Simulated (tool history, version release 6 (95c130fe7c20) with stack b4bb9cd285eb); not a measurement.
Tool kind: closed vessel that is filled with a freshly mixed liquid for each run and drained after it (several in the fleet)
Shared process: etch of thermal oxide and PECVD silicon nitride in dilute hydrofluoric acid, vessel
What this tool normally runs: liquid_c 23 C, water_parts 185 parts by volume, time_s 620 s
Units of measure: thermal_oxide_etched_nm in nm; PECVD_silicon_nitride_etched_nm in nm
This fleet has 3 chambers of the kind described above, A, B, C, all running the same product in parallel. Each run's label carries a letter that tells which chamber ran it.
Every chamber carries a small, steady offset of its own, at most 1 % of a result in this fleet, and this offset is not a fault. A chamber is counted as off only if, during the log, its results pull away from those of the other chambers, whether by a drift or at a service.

run	hour	liquid_c	water_parts	time_s	read-back film thickness of the thermal oxide reference wafer, read on the same gauge (nm)	read-back film thickness of the PECVD silicon nitride reference wafer, read on the same gauge (nm)	thermal_oxide_etched_nm	PECVD_silicon_nitride_etched_nm
1C	8.1	23	185	620	40.043	129.95	14.01	6.0657
2B	19.8	23	185	620	40.015	129.99	13.794	6.1565
3A	31.6	23	185	620	39.974	129.98	14.082	6.2461
4A	43.3	23	185	620	39.985	130.03	14.107	6.1075
5C	58.8	23	185	620	40.003	130	13.87	6.118
6B	68	23	185	620	40.008	129.97	13.87	6.1909
7B	75.2	23	185	620	39.986	129.97	13.742	6.2506
8A	88.2	23	185	620	39.975	130.05	13.952	6.1077
9C	103.2	23	185	395	39.993	129.99	8.7727	3.9332
10C	116.6	23	185	395	39.965	129.95	8.6976	3.968
11B	123.8	23	185	395	39.995	130.04	8.878	3.9791
12A	134.8	23	185	620	39.984	130.01	13.934	6.1562
13B	150.2	23	185	620	40.015	129.98	13.989	6.174
14C	160.6	23	185	620	39.979	129.97	13.859	6.13
15A	175.8	23	185	620	40.024	130.01	14.031	6.2039
# hour 181.4: chamber A: hydrofluoric acid flow meter replaced
16B	186	23	185	620	40.024	129.99	13.671	6.1457
17A	196.8	23	185	620	40	129.98	13.961	6.146
18C	206.8	23	185	620	39.973	129.98	13.674	6.1187
19B	213.7	23	185	620	39.998	130	13.956	6.1488
# hour 221.4: chamber C: thermometer replaced
20C	227.5	23	185	620	39.986	129.99	13.903	6.1623
21A	239.7	26	115	620	39.988	129.99	27.34	12.263
# hour 244.5: chamber B: thermometer replaced
22C	251.5	26	115	620	40.01	130.01	26.992	11.734
23A	264	26	115	620	40.017	129.99	27.543	11.979
24B	272.5	23	185	620	40.016	130.01	13.986	6.2319
25B	280.8	23	185	620	40.005	129.98	13.777	6.1606
26A	293.7	23	185	620	40.045	129.94	14.211	6.1617
27C	308.2	23	185	620	40.015	130.04	13.671	6.2024
28C	316.1	23	185	620	40.027	130.01	14.103	6.0795
29A	327.5	23	105	865	40.015	129.98	38.125	15.163
30B	340.1	23	105	865	40.003	130.01	37.119	15.124
31C	348.9	23	105	865	40.019	129.96	37.52	14.935
32B	358.5	23	185	620	40.016	129.98	13.876	6.2843
33A	366.5	23	185	620	40.015	129.98	14.18	6.2053
34A	379.8	23	185	620	40.016	130.01	13.994	6.1593

Decide between three cases: one chamber stands off from its peers, the gauge reading all wafers drifts, or nothing is wrong past each chamber's small offset. Where a chamber is off, say which and what most likely put it there.

No chamber is off and the gauge is stable; the differences are just each chamber's small, constant offset.
